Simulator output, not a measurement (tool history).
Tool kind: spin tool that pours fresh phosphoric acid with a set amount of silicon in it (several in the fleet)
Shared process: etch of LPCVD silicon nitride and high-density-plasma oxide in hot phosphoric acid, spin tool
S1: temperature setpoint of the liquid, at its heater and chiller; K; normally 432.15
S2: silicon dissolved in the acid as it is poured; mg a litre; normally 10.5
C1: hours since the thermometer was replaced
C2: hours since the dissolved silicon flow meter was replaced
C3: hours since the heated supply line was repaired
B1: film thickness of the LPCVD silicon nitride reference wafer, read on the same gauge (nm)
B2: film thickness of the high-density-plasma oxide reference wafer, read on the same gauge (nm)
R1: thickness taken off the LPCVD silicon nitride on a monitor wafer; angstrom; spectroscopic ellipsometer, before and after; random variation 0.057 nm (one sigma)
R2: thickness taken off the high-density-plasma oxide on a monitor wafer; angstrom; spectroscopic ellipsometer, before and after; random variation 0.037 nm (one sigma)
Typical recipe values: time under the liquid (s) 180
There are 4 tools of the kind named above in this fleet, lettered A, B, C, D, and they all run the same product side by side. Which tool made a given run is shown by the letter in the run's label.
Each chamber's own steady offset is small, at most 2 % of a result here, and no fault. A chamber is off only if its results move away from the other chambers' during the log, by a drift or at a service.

Run 1C, hour 10.9: usual settings; C1 2355.6; C2 28.0; C3 1238.2; B1 30.010; B2 130.03. Result: R1 143.150 angstrom, R2 3.4818 angstrom.
Run 2B, hour 17.3: usual settings; C1 1036.4; C2 911.9; C3 257.6; B1 29.996; B2 130.01. Result: R1 141.400 angstrom, R2 3.7246 angstrom.
Run 3A, hour 27.1: usual settings; C1 1008.0; C2 268.4; C3 330.2; B1 30.023; B2 130.06. Result: R1 142.010 angstrom, R2 2.9900 angstrom.
Run 4D, hour 34.4: usual settings; C1 1554.9; C2 129.0; C3 3119.4; B1 30.031; B2 129.98. Result: R1 140.020 angstrom, R2 3.7460 angstrom.
Run 5A, hour 45.0: usual settings but S1 434.65 K, time under the liquid (s) 105; C1 1025.9; C2 286.3; C3 348.1; B1 29.979; B2 129.97. Result: R1 89.813 angstrom, R2 2.8380 angstrom.
Run 6C, hour 53.7: usual settings but S1 434.65 K, time under the liquid (s) 105; C1 2398.4; C2 70.8; C3 1281.0; B1 29.985; B2 130.00. Result: R1 90.309 angstrom, R2 2.4890 angstrom.
Run 7B, hour 59.4: usual settings but S1 434.65 K, time under the liquid (s) 105; C1 1078.5; C2 954.0; C3 299.7; B1 29.955; B2 129.95. Result: R1 89.691 angstrom, R2 2.0628 angstrom.
Run 8D, hour 71.5: usual settings but S1 434.65 K, time under the liquid (s) 105; C1 1592.0; C2 166.1; C3 3156.5; B1 29.991; B2 130.00. Result: R1 90.116 angstrom, R2 2.7871 angstrom.
Run 9B, hour 81.1: usual settings; C1 1100.2; C2 975.7; C3 321.4; B1 29.974; B2 130.04. Result: R1 140.760 angstrom, R2 2.8801 angstrom.
Run 10C, hour 90.8: usual settings but S2 3.0 mg a litre, time under the liquid (s) 75; C1 2435.5; C2 107.9; C3 1318.1; B1 30.027; B2 129.99. Result: R1 59.126 angstrom, R2 1.9992 angstrom.
At hour 92.1: chamber D: heated supply line repaired.
Run 11A, hour 103.2: usual settings but S2 3.0 mg a litre, time under the liquid (s) 75; C1 1084.1; C2 344.5; C3 406.3; B1 30.016; B2 130.00. Result: R1 59.145 angstrom, R2 1.5729 angstrom.
Run 12D, hour 114.7: usual settings but S2 3.0 mg a litre, time under the liquid (s) 75; C1 1635.2; C2 209.3; C3 22.6; B1 29.992; B2 129.99. Result: R1 58.695 angstrom, R2 1.6838 angstrom.
Run 13B, hour 123.6: usual settings but S2 3.0 mg a litre, time under the liquid (s) 75; C1 1142.7; C2 1018.2; C3 363.9; B1 30.020; B2 130.00. Result: R1 58.656 angstrom, R2 1.5869 angstrom.
Run 14A, hour 130.8: usual settings but S1 435.15 K, S2 4.0 mg a litre; C1 1111.7; C2 372.1; C3 433.9; B1 29.984; B2 129.99. Result: R1 158.020 angstrom, R2 5.0182 angstrom.
Run 15C, hour 137.7: usual settings but S1 435.15 K, S2 4.0 mg a litre; C1 2482.4; C2 154.8; C3 1365.0; B1 30.023; B2 130.01. Result: R1 156.820 angstrom, R2 4.4228 angstrom.
Run 16D, hour 145.7: usual settings but S1 435.15 K, S2 4.0 mg a litre; C1 1666.2; C2 240.3; C3 53.6; B1 30.031; B2 130.00. Result: R1 154.490 angstrom, R2 5.0600 angstrom.
Run 17A, hour 153.0: usual settings but S1 435.15 K, S2 4.0 mg a litre; C1 1133.9; C2 394.3; C3 456.1; B1 30.059; B2 129.99. Result: R1 157.250 angstrom, R2 4.6338 angstrom.
Run 18C, hour 159.0: usual settings; C1 2503.7; C2 176.1; C3 1386.3; B1 29.975; B2 130.00. Result: R1 141.610 angstrom, R2 2.8660 angstrom.
Run 19B, hour 167.3: usual settings; C1 1186.4; C2 1061.9; C3 407.6; B1 30.048; B2 130.03. Result: R1 141.520 angstrom, R2 3.5940 angstrom.
Run 20D, hour 174.6: usual settings; C1 1695.1; C2 269.2; C3 82.5; B1 29.995; B2 129.95. Result: R1 140.840 angstrom, R2 3.3558 angstrom.
Run 21C, hour 185.8: usual settings; C1 2530.5; C2 202.9; C3 1413.1; B1 30.002; B2 130.01. Result: R1 141.880 angstrom, R2 3.9092 angstrom.
Run 22B, hour 196.9: usual settings; C1 1216.0; C2 1091.5; C3 437.2; B1 30.024; B2 130.00. Result: R1 141.610 angstrom, R2 3.1612 angstrom.
Run 23D, hour 208.8: usual settings; C1 1729.3; C2 303.4; C3 116.7; B1 30.006; B2 130.00. Result: R1 140.330 angstrom, R2 3.7196 angstrom.
Run 24A, hour 216.2: usual settings but S1 430.15 K, time under the liquid (s) 235; C1 1197.1; C2 457.5; C3 519.3; B1 30.044; B2 130.00. Result: R1 174.960 angstrom, R2 3.5603 angstrom.
Run 25C, hour 227.0: usual settings but S1 430.15 K, time under the liquid (s) 235; C1 2571.7; C2 244.1; C3 1454.3; B1 29.994; B2 129.99. Result: R1 173.900 angstrom, R2 3.6004 angstrom.
Run 26B, hour 236.8: usual settings but S1 430.15 K, time under the liquid (s) 235; C1 1255.9; C2 1131.4; C3 477.1; B1 30.010; B2 130.01. Result: R1 172.950 angstrom, R2 3.8627 angstrom.
Run 27A, hour 244.0: usual settings but S1 430.15 K, time under the liquid (s) 235; C1 1224.9; C2 485.3; C3 547.1; B1 29.986; B2 130.02. Result: R1 175.300 angstrom, R2 4.2264 angstrom.
Run 28D, hour 251.6: usual settings; C1 1772.1; C2 346.2; C3 159.5; B1 29.994; B2 129.96. Result: R1 140.390 angstrom, R2 3.4040 angstrom.
Run 29A, hour 260.9: usual settings; C1 1241.8; C2 502.2; C3 564.0; B1 30.054; B2 129.99. Result: R1 141.120 angstrom, R2 3.1918 angstrom.
At hour 265.9: chamber C: thermometer replaced.
Run 30C, hour 266.3: usual settings; C1 0.5; C2 283.4; C3 1493.6; B1 29.998; B2 130.00. Result: R1 142.590 angstrom, R2 3.1742 angstrom.
Run 31D, hour 275.8: usual settings but S1 431.15 K; C1 1796.3; C2 370.4; C3 183.7; B1 30.009; B2 129.99. Result: R1 135.420 angstrom, R2 3.5101 angstrom.
At hour 282.6: chamber D: dissolved silicon flow meter replaced.
Run 32B, hour 282.8: usual settings but S1 431.15 K; C1 1301.9; C2 1177.4; C3 523.1; B1 29.998; B2 129.99. Result: R1 137.040 angstrom, R2 3.3202 angstrom.
Run 33C, hour 288.8: usual settings but S1 431.15 K; C1 23.0; C2 305.9; C3 1516.1; B1 30.001; B2 130.01. Result: R1 137.320 angstrom, R2 3.8070 angstrom.
Run 34B, hour 300.9: usual settings but S1 431.15 K; C1 1320.0; C2 1195.5; C3 541.2; B1 30.023; B2 129.98. Result: R1 137.070 angstrom, R2 3.4341 angstrom.
Run 35D, hour 307.4: usual settings; C1 1827.9; C2 24.8; C3 215.3; B1 29.962; B2 130.00. Result: R1 139.970 angstrom, R2 3.2643 angstrom.

All chambers now run identical settings, listed one chamber a line with results as question marks. What results will each chamber show?
Run 36A, hour 316.3: usual settings but S1 429.65 K. Result: R1 ?, R2 ?.
Run 36B, hour 316.3: usual settings but S1 429.65 K. Result: R1 ?, R2 ?.
Run 36C, hour 316.3: usual settings but S1 429.65 K. Result: R1 ?, R2 ?.
Run 36D, hour 316.3: usual settings but S1 429.65 K. Result: R1 ?, R2 ?.

run       R1      R2
36A  130.950  2.7490
36B  130.530  2.6083
36C  130.750  2.2047
36D  129.120  2.9212
